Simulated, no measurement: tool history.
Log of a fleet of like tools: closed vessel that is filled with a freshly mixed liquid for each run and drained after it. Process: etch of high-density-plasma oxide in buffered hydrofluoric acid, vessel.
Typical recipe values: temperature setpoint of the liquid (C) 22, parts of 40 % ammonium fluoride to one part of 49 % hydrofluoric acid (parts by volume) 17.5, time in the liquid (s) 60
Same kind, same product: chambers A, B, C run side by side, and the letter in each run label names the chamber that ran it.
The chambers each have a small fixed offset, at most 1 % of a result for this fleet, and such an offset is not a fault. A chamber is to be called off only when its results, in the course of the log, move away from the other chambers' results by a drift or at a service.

| run | hour | temperature setpoint of the liquid (C) | parts of 40 % ammonium fluoride to one part of 49 % hydrofluoric acid (parts by volume) | time in the liquid (s) | hours since the thermometer was replaced | hours since the hydrofluoric acid flow meter was replaced | read-back film thickness of the high-density-plasma oxide reference wafer, read on the same gauge (nm) | thickness taken off the high-density-plasma oxide on a monitor wafer (angstrom) |
|---|---|---|---|---|---|---|---|---|
| 1B | 5.8 | 22 | 17.5 | 60 | 71.6 | 264.3 | 60.012 | 635.60 |
| 2C | 10.0 | 22 | 17.5 | 60 | 842.2 | 348.6 | 59.999 | 628.13 |
| 3A | 14.5 | 22 | 17.5 | 60 | 670.5 | 122.1 | 59.993 | 631.78 |
| 4C | 19.5 | 22 | 17.5 | 60 | 851.7 | 358.1 | 60.018 | 628.99 |
| 5B | 24.8 | 22 | 17.5 | 60 | 90.6 | 283.3 | 60.018 | 636.24 |
| 6A | 28.9 | 22 | 17.5 | 60 | 684.9 | 136.5 | 60.041 | 630.63 |
| 7B | 35.0 | 22 | 12.0 | 60 | 100.8 | 293.5 | 59.999 | 917.42 |
| 8A | 40.1 | 22 | 12.0 | 60 | 696.1 | 147.7 | 60.013 | 920.49 |
| 9C | 45.5 | 22 | 12.0 | 60 | 877.7 | 384.1 | 59.963 | 909.83 |
| 10A | 51.1 | 22 | 17.5 | 60 | 707.1 | 158.7 | 60.023 | 625.76 |
| 11C | 54.1 | 22 | 17.5 | 60 | 886.3 | 392.7 | 59.948 | 631.18 |
| 12B | 59.4 | 22 | 17.5 | 60 | 125.2 | 317.9 | 60.006 | 635.90 |
| 13A | 65.3 | 22 | 17.5 | 60 | 721.3 | 172.9 | 59.992 | 633.47 |
| 14C | 70.6 | 22 | 17.5 | 60 | 902.8 | 409.2 | 59.957 | 632.74 |
| 15B | 75.1 | 22 | 17.5 | 60 | 140.9 | 333.6 | 60.028 | 636.03 |
| 16A | 78.5 | 22 | 17.5 | 60 | 734.5 | 186.1 | 59.941 | 629.82 |
| 17B | 82.7 | 22 | 17.5 | 60 | 148.5 | 341.2 | 60.020 | 640.93 |
| 18C | 88.8 | 22 | 17.5 | 60 | 921.0 | 427.4 | 59.997 | 634.43 |
| 19B | 93.6 | 22 | 15.0 | 60 | 159.4 | 352.1 | 60.004 | 741.53 |
| 20C | 98.1 | 22 | 15.0 | 60 | 930.3 | 436.7 | 59.995 | 728.22 |
| 21A | 104.0 | 22 | 15.0 | 60 | 760.0 | 211.6 | 59.999 | 733.14 |
| 22A | 110.6 | 22 | 17.5 | 60 | 766.6 | 218.2 | 60.012 | 632.63 |
| 23C | 113.8 | 22 | 17.5 | 60 | 946.0 | 452.4 | 59.966 | 630.56 |

Each of the 3 chambers runs these same settings next. Fill in every chamber's results:
| 24A | 118.6 | 22 | 12.0 | 60 |  |  |  | ? |
| 24B | 118.6 | 22 | 12.0 | 60 |  |  |  | ? |
| 24C | 118.6 | 22 | 12.0 | 60 |  |  |  | ? |

| run | thickness taken off the high-density-plasma oxide on a monitor wafer (angstrom) |
|---|---|
| 24A | 923.59 |
| 24B | 909.29 |
| 24C | 911.89 |
